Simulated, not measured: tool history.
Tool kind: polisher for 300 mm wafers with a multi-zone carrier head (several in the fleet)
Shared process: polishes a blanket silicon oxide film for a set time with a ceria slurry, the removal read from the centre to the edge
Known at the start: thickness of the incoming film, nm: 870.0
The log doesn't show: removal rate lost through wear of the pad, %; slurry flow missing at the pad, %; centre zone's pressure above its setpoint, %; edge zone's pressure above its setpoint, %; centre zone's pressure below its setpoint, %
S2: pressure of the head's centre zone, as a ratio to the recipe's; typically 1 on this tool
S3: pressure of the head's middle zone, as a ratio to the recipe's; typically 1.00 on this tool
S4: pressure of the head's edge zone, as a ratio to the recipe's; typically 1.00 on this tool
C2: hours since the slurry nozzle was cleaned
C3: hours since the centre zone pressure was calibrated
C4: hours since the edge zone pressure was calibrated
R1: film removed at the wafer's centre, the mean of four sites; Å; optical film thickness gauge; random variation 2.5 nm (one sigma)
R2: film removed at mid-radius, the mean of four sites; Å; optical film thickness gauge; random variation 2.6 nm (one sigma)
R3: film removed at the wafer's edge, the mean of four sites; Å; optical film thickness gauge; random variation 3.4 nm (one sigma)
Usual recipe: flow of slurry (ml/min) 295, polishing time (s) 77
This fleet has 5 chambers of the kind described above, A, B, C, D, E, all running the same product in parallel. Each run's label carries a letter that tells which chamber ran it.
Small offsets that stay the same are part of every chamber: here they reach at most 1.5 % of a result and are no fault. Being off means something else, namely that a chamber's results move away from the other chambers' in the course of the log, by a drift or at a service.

Run 1B, day 0.138: usual settings; wafers polished on this pad 363; C2 528.6; C3 968.5; C4 42.1. Result: R1 2953.9 Å, R2 2941.7 Å, R3 2885.6 Å.
Run 2E, day 0.267: usual settings; wafers polished on this pad 330; C2 136.9; C3 106.7; C4 1021.2. Result: R1 2939.3 Å, R2 2913.8 Å, R3 2935.0 Å.
Run 3D, day 0.421: usual settings; wafers polished on this pad 593; C2 566.6; C3 639.4; C4 43.9. Result: R1 2893.8 Å, R2 2993.8 Å, R3 2949.0 Å.
Run 4C, day 0.592: usual settings; wafers polished on this pad 318; C2 879.4; C3 555.9; C4 405.8. Result: R1 2938.8 Å, R2 2935.6 Å, R3 2945.6 Å.
Run 5A, day 0.725: usual settings; wafers polished on this pad 597; C2 98.1; C3 258.9; C4 280.7. Result: R1 2943.7 Å, R2 2989.6 Å, R3 2959.4 Å.
At day 0.867: chamber C: slurry nozzle cleaned.
Run 6D, day 0.888: usual settings; wafers polished on this pad 697; C2 577.8; C3 650.6; C4 55.1. Result: R1 2952.1 Å, R2 2953.8 Å, R3 2926.1 Å.
Run 7B, day 0.975: usual settings; wafers polished on this pad 550; C2 548.7; C3 988.6; C4 62.2. Result: R1 2924.1 Å, R2 2985.3 Å, R3 2950.9 Å.
At day 1.117: chamber B: worn pad replaced by a new one.
Run 8E, day 1.146: usual settings; wafers polished on this pad 525; C2 158.0; C3 127.8; C4 1042.3. Result: R1 2934.9 Å, R2 2966.4 Å, R3 2912.7 Å.
Run 9A, day 1.229: usual settings; wafers polished on this pad 709; C2 110.2; C3 271.0; C4 292.8. Result: R1 2924.6 Å, R2 2975.9 Å, R3 2969.7 Å.
Run 10C, day 1.388: usual settings; wafers polished on this pad 495; C2 12.5; C3 575.0; C4 424.9. Result: R1 2955.8 Å, R2 2974.0 Å, R3 2893.8 Å.
Run 11D, day 1.508: usual settings but S4 1.06, polishing time (s) 93; wafers polished on this pad 835; C2 592.7; C3 665.5; C4 70.0. Result: R1 3568.6 Å, R2 3485.6 Å, R3 3733.7 Å.
Run 12A, day 1.638: usual settings but S4 1.06, polishing time (s) 93; wafers polished on this pad 800; C2 120.0; C3 280.8; C4 302.6. Result: R1 3630.5 Å, R2 3620.6 Å, R3 3660.5 Å.
Run 13C, day 1.788: usual settings but S4 1.06, polishing time (s) 93; wafers polished on this pad 584; C2 22.1; C3 584.6; C4 434.5. Result: R1 3582.3 Å, R2 3554.7 Å, R3 3646.3 Å.
Run 14E, day 1.896: usual settings but S4 1.06, polishing time (s) 93; wafers polished on this pad 692; C2 176.0; C3 145.8; C4 1060.3. Result: R1 3481.8 Å, R2 3549.5 Å, R3 3652.4 Å.
Run 15B, day 2.075: usual settings but S4 1.06, polishing time (s) 93; wafers polished on this pad 214; C2 575.1; C3 1015.0; C4 88.6. Result: R1 3551.9 Å, R2 3589.7 Å, R3 3682.3 Å.
Run 16C, day 2.233: usual settings; wafers polished on this pad 683; C2 32.8; C3 595.3; C4 445.2. Result: R1 2989.0 Å, R2 2975.9 Å, R3 2841.1 Å.
Run 17A, day 2.354: usual settings; wafers polished on this pad 960; C2 137.2; C3 298.0; C4 319.8. Result: R1 2952.5 Å, R2 2965.3 Å, R3 2950.3 Å.
Run 18E, day 2.508: usual settings; wafers polished on this pad 829; C2 190.7; C3 160.5; C4 1075.0. Result: R1 2917.3 Å, R2 2915.9 Å, R3 2972.8 Å.
At day 2.617: chamber C: worn pad replaced by a new one.
Run 19B, day 2.675: usual settings; wafers polished on this pad 347; C2 589.5; C3 1029.4; C4 103.0. Result: R1 2938.6 Å, R2 2947.6 Å, R3 2958.4 Å.
Run 20D, day 2.775: usual settings; wafers polished on this pad 1117; C2 623.1; C3 695.9; C4 100.4. Result: R1 2923.1 Å, R2 2980.2 Å, R3 2922.3 Å.
Run 21C, day 2.900: usual settings; wafers polished on this pad 63; C2 48.8; C3 611.3; C4 461.2. Result: R1 2929.6 Å, R2 2948.9 Å, R3 2897.3 Å.
At day 3.008: chamber A: worn pad replaced by a new one.
Run 22D, day 3.054: usual settings; wafers polished on this pad 1179; C2 629.8; C3 702.6; C4 107.1. Result: R1 2875.3 Å, R2 2950.1 Å, R3 2914.0 Å.
At day 3.196: chamber D: slurry nozzle cleaned.
Run 23B, day 3.212: usual settings; wafers polished on this pad 467; C2 602.4; C3 1042.3; C4 115.9. Result: R1 2922.1 Å, R2 2943.1 Å, R3 2915.0 Å.
Run 24E, day 3.392: usual settings; wafers polished on this pad 1026; C2 211.9; C3 181.7; C4 1096.2. Result: R1 2860.0 Å, R2 2915.0 Å, R3 2880.0 Å.
At day 3.529: chamber E: worn pad replaced by a new one.
Run 25A, day 3.542: usual settings; wafers polished on this pad 119; C2 165.7; C3 326.5; C4 348.3. Result: R1 2960.9 Å, R2 2948.1 Å, R3 2924.7 Å.
At day 3.546: chamber D: centre zone pressure recalibrated.
Run 26E, day 3.700: usual settings; wafers polished on this pad 38; C2 219.3; C3 189.1; C4 1103.6. Result: R1 2872.3 Å, R2 2973.4 Å, R3 2878.1 Å.
At day 3.725: chamber D: worn pad replaced by a new one.
Run 27C, day 3.875: usual settings but flow of slurry (ml/min) 350; wafers polished on this pad 280; C2 72.2; C3 634.7; C4 484.6. Result: R1 2993.8 Å, R2 3022.5 Å, R3 3008.4 Å.
At day 3.908: chamber B: worn pad replaced by a new one.
Run 28A, day 4.042: usual settings but flow of slurry (ml/min) 350; wafers polished on this pad 230; C2 177.7; C3 338.5; C4 360.3. Result: R1 3032.4 Å, R2 3024.7 Å, R3 2983.4 Å.
Run 29B, day 4.146: usual settings but flow of slurry (ml/min) 350; wafers polished on this pad 52; C2 624.8; C3 1064.7; C4 138.3. Result: R1 3032.5 Å, R2 2988.9 Å, R3 3026.9 Å.
Run 30D, day 4.325: usual settings but flow of slurry (ml/min) 350; wafers polished on this pad 133; C2 27.2; C3 18.7; C4 137.6. Result: R1 3016.0 Å, R2 3023.0 Å, R3 2899.7 Å.
Run 31B, day 4.421: usual settings but flow of slurry (ml/min) 350; wafers polished on this pad 114; C2 631.4; C3 1071.3; C4 144.9. Result: R1 2976.9 Å, R2 3024.0 Å, R3 2948.6 Å.
Run 32C, day 4.533: usual settings; wafers polished on this pad 427; C2 88.0; C3 650.5; C4 500.4. Result: R1 2924.6 Å, R2 2931.7 Å, R3 2951.3 Å.
Run 33D, day 4.633: usual settings; wafers polished on this pad 202; C2 34.6; C3 26.1; C4 145.0. Result: R1 2899.6 Å, R2 2955.1 Å, R3 2945.5 Å.
Run 34E, day 4.812: usual settings; wafers polished on this pad 286; C2 246.0; C3 215.8; C4 1130.3. Result: R1 2816.2 Å, R2 2967.9 Å, R3 2959.9 Å.
Run 35A, day 4.938: usual settings; wafers polished on this pad 429; C2 199.2; C3 360.0; C4 381.8. Result: R1 2982.5 Å, R2 2960.9 Å, R3 2962.6 Å.
At day 4.996: chamber A: edge zone pressure recalibrated.
Run 36D, day 5.075: usual settings; wafers polished on this pad 300; C2 45.2; C3 36.7; C4 155.6. Result: R1 2873.8 Å, R2 2979.2 Å, R3 2972.3 Å.
Run 37E, day 5.188: usual settings; wafers polished on this pad 369; C2 255.0; C3 224.8; C4 1139.3. Result: R1 2835.0 Å, R2 2937.1 Å, R3 2927.5 Å.
Run 38C, day 5.296: usual settings but S3 1.06; wafers polished on this pad 597; C2 106.3; C3 668.8; C4 518.7. Result: R1 2957.1 Å, R2 3064.0 Å, R3 2905.8 Å.
Run 39A, day 5.475: usual settings but S3 1.06; wafers polished on this pad 549; C2 212.1; C3 372.9; C4 11.6. Result: R1 2960.4 Å, R2 3058.6 Å, R3 2927.6 Å.
Run 40B, day 5.575: usual settings but S3 1.06; wafers polished on this pad 371; C2 659.1; C3 1099.0; C4 172.6. Result: R1 2939.2 Å, R2 3120.5 Å, R3 2931.4 Å.
Run 41E, day 5.683: usual settings but S3 1.06; wafers polished on this pad 480; C2 266.9; C3 236.7; C4 1151.2. Result: R1 2815.7 Å, R2 3135.8 Å, R3 2938.2 Å.
Run 42D, day 5.838: usual settings but S3 1.06; wafers polished on this pad 470; C2 63.5; C3 55.0; C4 173.9. Result: R1 2936.7 Å, R2 3142.5 Å, R3 2915.1 Å.

One chamber off, gauge drift, or nothing amiss beyond the chambers' own small offsets? If it is a chamber, which one, and what is the likeliest cause?

One chamber, E, drifts off from the rest bit by bit.
What lies behind it: centre zone's pressure below its setpoint, % = 4.13.

Here are 4 candidates for chamber E's next run, each the usual settings with a change, their results left as question marks. Which one brings its results back in line with what the others give on the usual settings?
To be in line, a result may differ from the other chambers' mean on the usual settings by at most: R1 85.0 Å; R2 90.0 Å; R3 120.0 Å
Run 43E-1, day 5.975: usual settings but S2 0.97, S3 1.01, S4 1.01, polishing time (s) 76. Result: R1 ?, R2 ?, R3 ?.
Run 43E-2, day 5.975: usual settings but flow of slurry (ml/min) 290, S2 0.93, S3 1.01, S4 1.02, polishing time (s) 76. Result: R1 ?, R2 ?, R3 ?.
Run 43E-3, day 5.975: usual settings but flow of slurry (ml/min) 300, S2 1.07, S3 0.99, S4 0.98, polishing time (s) 78. Result: R1 ?, R2 ?, R3 ?.
Run 43E-4, day 5.975: usual settings but S2 1.03, S3 0.99, S4 0.99, polishing time (s) 78. Result: R1 ?, R2 ?, R3 ?.

On the usual settings, the other chambers give on average: R1 2937.6 Å; R2 2951.1 Å; R3 2933.8 Å
  run      R1      R2      R3
43E-1  2678.7  2935.0  2924.7
43E-2  2551.7  2930.6  2935.9
43E-3  3068.0  2960.4  2959.9
43E-4  2937.0  2956.2  2971.7
Change 43E-4 lands the chamber within the allowed miss of the other chambers.
